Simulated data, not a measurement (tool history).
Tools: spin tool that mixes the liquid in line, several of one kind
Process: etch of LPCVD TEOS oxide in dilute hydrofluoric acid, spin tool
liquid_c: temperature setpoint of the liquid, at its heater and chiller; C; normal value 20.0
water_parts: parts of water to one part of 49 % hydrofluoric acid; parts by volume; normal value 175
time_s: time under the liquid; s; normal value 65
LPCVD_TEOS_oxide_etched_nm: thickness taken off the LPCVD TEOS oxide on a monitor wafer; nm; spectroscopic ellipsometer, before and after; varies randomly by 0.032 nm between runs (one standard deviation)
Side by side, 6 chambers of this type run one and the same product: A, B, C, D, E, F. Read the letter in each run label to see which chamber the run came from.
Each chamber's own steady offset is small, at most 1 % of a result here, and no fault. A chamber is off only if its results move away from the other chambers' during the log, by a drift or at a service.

run	day	liquid_c	water_parts	time_s	read-back film thickness of the LPCVD TEOS oxide reference wafer, read on the same gauge (nm)	LPCVD_TEOS_oxide_etched_nm
1B	0.446	20.0	175	65	70.024	6.5894
2E	1.054	20.0	175	65	70.042	6.6530
3C	1.488	20.0	175	65	70.004	6.6275
4F	1.821	20.0	175	65	69.998	6.6253
5A	2.504	20.0	135	40	69.977	5.5751
6D	3.046	20.0	135	40	70.037	5.4599
7D	3.392	20.0	135	40	69.971	5.4381
8E	4.033	20.0	135	40	70.005	5.4993
9F	4.512	20.0	135	40	69.977	5.4887
10A	4.938	20.0	135	40	70.017	5.5418
11B	5.267	20.0	175	65	70.019	6.6361
12C	5.750	20.0	175	65	69.993	6.6049
13C	6.283	20.0	175	65	70.010	6.6100
14A	6.629	20.0	175	65	70.018	6.6257
15B	7.171	20.0	175	65	69.968	6.6643
16F	7.525	20.0	175	65	69.978	6.5796
17D	7.971	20.0	175	65	70.009	6.6358
18E	8.612	20.0	175	65	70.010	6.6528
19C	9.079	20.0	175	65	70.008	6.5905
20F	9.554	20.0	175	65	69.941	6.6722
21E	9.942	20.0	175	65	70.035	6.6309
22A	10.517	20.0	175	65	69.970	6.6463
23B	11.088	20.0	175	65	69.986	6.5876
24D	11.471	20.0	175	65	70.012	6.6022
25A	12.162	20.0	175	65	69.977	6.6337
26E	12.742	20.0	175	65	69.988	6.6218
27B	13.346	23.5	175	65	70.019	7.5425
# day 13.479: chamber A: hydrofluoric acid flow meter replaced
28D	13.729	23.5	175	65	70.020	7.5677
29F	14.383	23.5	175	65	70.023	7.5052
30C	14.800	23.5	175	65	70.014	7.3961
31A	15.121	23.5	175	65	69.958	7.6181
32D	15.662	23.5	175	65	69.975	7.4847
33F	16.254	20.0	175	65	69.964	6.5848
34E	16.729	20.0	175	65	69.977	6.6151
35B	17.312	20.0	175	65	70.012	6.6741
36C	17.996	20.0	175	65	70.019	6.3168
37A	18.658	20.0	175	65	70.027	6.6758
38E	19.083	20.0	175	65	70.010	6.6499
39C	19.742	20.0	175	65	70.005	6.2846
40D	20.417	20.0	175	65	70.010	6.6189
41F	21.108	20.0	175	65	70.010	6.6191
42B	21.604	17.0	175	100	69.966	9.0087

One chamber off, gauge drift, or nothing amiss beyond the chambers' own small offsets? If it is a chamber, which one, and what is the likeliest cause?

Chamber C drifts away from the others.
Cause: liquid colder than its thermometer reads (K) = 1.58.
The log may not tell that from: hydrofluoric acid flow below the setpoint (%).

Below are 4 candidate recipes for chamber C's next run, each the usual settings with a change, their results shown as question marks. Which of them brings C's results back in line with what the other chambers give on the usual settings?
In line means no further than this from the other chambers' mean on the usual settings: LPCVD_TEOS_oxide_etched_nm 0.1100 nm
43C-1	22.104	21.0	175	65		?
43C-2	22.104	21.5	175	65		?
43C-3	22.104	18.5	175	65		?
43C-4	22.104	20.0	180	65		?

Average result of the remaining chambers running the usual settings: LPCVD_TEOS_oxide_etched_nm 6.6209 nm
run	LPCVD_TEOS_oxide_etched_nm
43C-1	6.4698
43C-2	6.5983
43C-3	5.8573
43C-4	6.0137
The answer is 43C-2, which returns the chamber to within the allowed miss of the others.

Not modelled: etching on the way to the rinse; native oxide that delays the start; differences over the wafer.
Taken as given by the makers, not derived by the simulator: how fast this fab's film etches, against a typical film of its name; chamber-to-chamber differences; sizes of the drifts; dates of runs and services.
